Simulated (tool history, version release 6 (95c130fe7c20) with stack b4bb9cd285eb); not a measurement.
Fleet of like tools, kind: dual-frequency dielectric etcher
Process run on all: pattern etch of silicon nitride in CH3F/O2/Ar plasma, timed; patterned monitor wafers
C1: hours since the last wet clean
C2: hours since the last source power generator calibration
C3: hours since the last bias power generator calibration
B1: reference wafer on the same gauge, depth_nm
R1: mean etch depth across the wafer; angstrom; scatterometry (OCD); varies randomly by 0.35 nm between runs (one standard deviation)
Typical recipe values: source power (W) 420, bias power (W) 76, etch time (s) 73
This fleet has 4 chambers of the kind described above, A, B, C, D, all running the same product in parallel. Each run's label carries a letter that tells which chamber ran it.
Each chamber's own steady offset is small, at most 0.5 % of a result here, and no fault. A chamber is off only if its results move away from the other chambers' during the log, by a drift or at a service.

Run 1B, day 0.154: usual settings; C1 243.1; C2 1787.4; C3 3427.4; B1 59.425. Result: R1 524.73 angstrom.
Run 2C, day 0.454: usual settings; C1 229.5; C2 2852.8; C3 3261.5; B1 59.357. Result: R1 534.83 angstrom.
Run 3A, day 0.742: usual settings; C1 274.8; C2 604.8; C3 2502.2; B1 59.386. Result: R1 530.66 angstrom.
Run 4D, day 0.892: usual settings; C1 197.2; C2 4748.6; C3 673.5; B1 59.449. Result: R1 534 angstrom.
Run 5D, day 1.071: usual settings; C1 201.5; C2 4752.9; C3 677.8; B1 59.494. Result: R1 537.78 angstrom.
Run 6C, day 1.275: usual settings but etch time (s) 55; C1 249.2; C2 2872.5; C3 3281.2; B1 59.367. Result: R1 398.52 angstrom.
Run 7B, day 1.462: usual settings but etch time (s) 55; C1 274.5; C2 1818.8; C3 3458.8; B1 59.392. Result: R1 395.1 angstrom.
Run 8A, day 1.621: usual settings but etch time (s) 55; C1 295.9; C2 625.9; C3 2523.3; B1 59.434. Result: R1 402.87 angstrom.
Run 9B, day 1.762: usual settings but etch time (s) 55; C1 281.7; C2 1826; C3 3466; B1 59.452. Result: R1 400.07 angstrom.
Run 10A, day 2.058: usual settings; C1 306.4; C2 636.4; C3 2533.8; B1 59.358. Result: R1 531.15 angstrom.
Run 11D, day 2.254: usual settings; C1 229.9; C2 4781.3; C3 706.2; B1 59.517. Result: R1 534.13 angstrom.
Run 12C, day 2.429: usual settings but bias power (W) 91, etch time (s) 87; C1 276.9; C2 2900.2; C3 3308.9; B1 59.367. Result: R1 660.23 angstrom.
Run 13B, day 2.738: usual settings but bias power (W) 91, etch time (s) 87; C1 305.1; C2 1849.4; C3 3489.4; B1 59.424. Result: R1 673.18 angstrom.
Run 14A, day 2.933: usual settings but bias power (W) 91, etch time (s) 87; C1 327.4; C2 657.4; C3 2554.8; B1 59.334. Result: R1 670.23 angstrom.
Run 15C, day 3.171: usual settings but bias power (W) 91, etch time (s) 87; C1 294.7; C2 2918; C3 3326.7; B1 59.439. Result: R1 664 angstrom.
Run 16D, day 3.483: usual settings; C1 259.4; C2 4810.8; C3 735.7; B1 59.345. Result: R1 529.29 angstrom.
Run 17A, day 3.633: usual settings; C1 344.2; C2 674.2; C3 2571.6; B1 59.455. Result: R1 533.07 angstrom.
Run 18C, day 3.929: usual settings; C1 312.9; C2 2936.2; C3 3344.9; B1 59.461. Result: R1 521.56 angstrom.
Run 19D, day 4.133: usual settings; C1 275; C2 4826.4; C3 751.3; B1 59.488. Result: R1 530.95 angstrom.
Run 20B, day 4.388: usual settings; C1 344.7; C2 1889; C3 3529; B1 59.403. Result: R1 532.66 angstrom.
Run 21D, day 4.567: usual settings but source power (W) 380, bias power (W) 93; C1 285.4; C2 4836.8; C3 761.7; B1 59.451. Result: R1 549.42 angstrom.
Run 22B, day 4.817: usual settings but source power (W) 380, bias power (W) 93; C1 355; C2 1899.3; C3 3539.3; B1 59.36. Result: R1 550.61 angstrom.
Run 23C, day 5.129: usual settings but source power (W) 380, bias power (W) 93; C1 341.7; C2 2965; C3 3373.7; B1 59.403. Result: R1 531.36 angstrom.
Run 24A, day 5.35: usual settings but source power (W) 380, bias power (W) 93; C1 385.4; C2 715.4; C3 2612.8; B1 59.402. Result: R1 556.88 angstrom.
At day 5.517: chamber C: bias power generator calibrated.
Run 25A, day 5.538: usual settings but bias power (W) 60, etch time (s) 66; C1 389.9; C2 719.9; C3 2617.3; B1 59.431. Result: R1 442.36 angstrom.
Run 26D, day 5.804: usual settings but bias power (W) 60, etch time (s) 66; C1 315.1; C2 4866.5; C3 791.4; B1 59.366. Result: R1 445.59 angstrom.
Run 27B, day 6: usual settings but bias power (W) 60, etch time (s) 66; C1 383.4; C2 1927.7; C3 3567.7; B1 59.47. Result: R1 448.67 angstrom.
Run 28C, day 6.154: usual settings but bias power (W) 60, etch time (s) 66; C1 366.3; C2 2989.6; C3 15.4; B1 59.39. Result: R1 428.15 angstrom.
Run 29D, day 6.442: usual settings; C1 330.4; C2 4881.8; C3 806.7; B1 59.462. Result: R1 534.4 angstrom.
Run 30A, day 6.712: usual settings; C1 418.1; C2 748.1; C3 2645.5; B1 59.464. Result: R1 526.96 angstrom.
Run 31C, day 6.958: usual settings; C1 385.6; C2 3008.9; C3 34.7; B1 59.49. Result: R1 514.7 angstrom.
Run 32B, day 7.129: usual settings; C1 410.5; C2 1954.8; C3 3594.8; B1 59.39. Result: R1 532.75 angstrom.
Run 33A, day 7.312: usual settings; C1 432.5; C2 762.5; C3 2659.9; B1 59.386. Result: R1 525.66 angstrom.
Run 34B, day 7.554: usual settings; C1 420.7; C2 1965; C3 3605; B1 59.411. Result: R1 530.98 angstrom.
Run 35D, day 7.721: usual settings; C1 361.1; C2 4912.5; C3 837.4; B1 59.355. Result: R1 534.02 angstrom.
Run 36C, day 7.962: usual settings; C1 409.7; C2 3033; C3 58.8; B1 59.446. Result: R1 512.35 angstrom.
Run 37C, day 8.242: usual settings; C1 416.4; C2 3039.7; C3 65.5; B1 59.398. Result: R1 506.88 angstrom.
Run 38A, day 8.525: usual settings; C1 461.6; C2 791.6; C3 2689; B1 59.385. Result: R1 528.23 angstrom.
Run 39B, day 8.758: usual settings; C1 449.6; C2 1993.9; C3 3633.9; B1 59.403. Result: R1 534.79 angstrom.
Run 40D, day 9.046: usual settings but source power (W) 350; C1 392.9; C2 4944.3; C3 869.2; B1 59.318. Result: R1 495.33 angstrom.
Run 41C, day 9.225: usual settings but source power (W) 350; C1 440; C2 3063.3; C3 89.1; B1 59.462. Result: R1 472.57 angstrom.
Run 42A, day 9.421: usual settings but source power (W) 350; C1 483.1; C2 813.1; C3 2710.5; B1 59.439. Result: R1 492.94 angstrom.
Run 43D, day 9.671: usual settings but source power (W) 350; C1 407.9; C2 4959.3; C3 884.2; B1 59.362. Result: R1 496.41 angstrom.

Is one chamber off against the others, does the gauge drift, or is nothing wrong? If a chamber is off, say which, and what the likeliest cause is.

Chamber C drifts away from the others.
What lies behind it: etch rate under this chamber's usual, % = 4.55.

Below are 4 candidate recipes for chamber C's next run, each the usual settings with a change, their results shown as question marks. Which of them brings C's results back in line with what the other chambers give on the usual settings?
Maximum distance from the other chambers' mean on the usual settings for a result to count as in line: R1 12 angstrom
Run 44C-1, day 9.904: usual settings but etch time (s) 74. Result: R1 ?.
Run 44C-2, day 9.904: usual settings but etch time (s) 76.5. Result: R1 ?.
Run 44C-3, day 9.904: usual settings but etch time (s) 72. Result: R1 ?.
Run 44C-4, day 9.904: usual settings but bias power (W) 75, etch time (s) 69.5. Result: R1 ?.

Average result of the remaining chambers running the usual settings: R1 532.15 angstrom
  run      R1
44C-1  510.99
44C-2  528.25
44C-3  497.18
44C-4  477.75
The answer is 44C-2, which returns the chamber to within the allowed miss of the others.
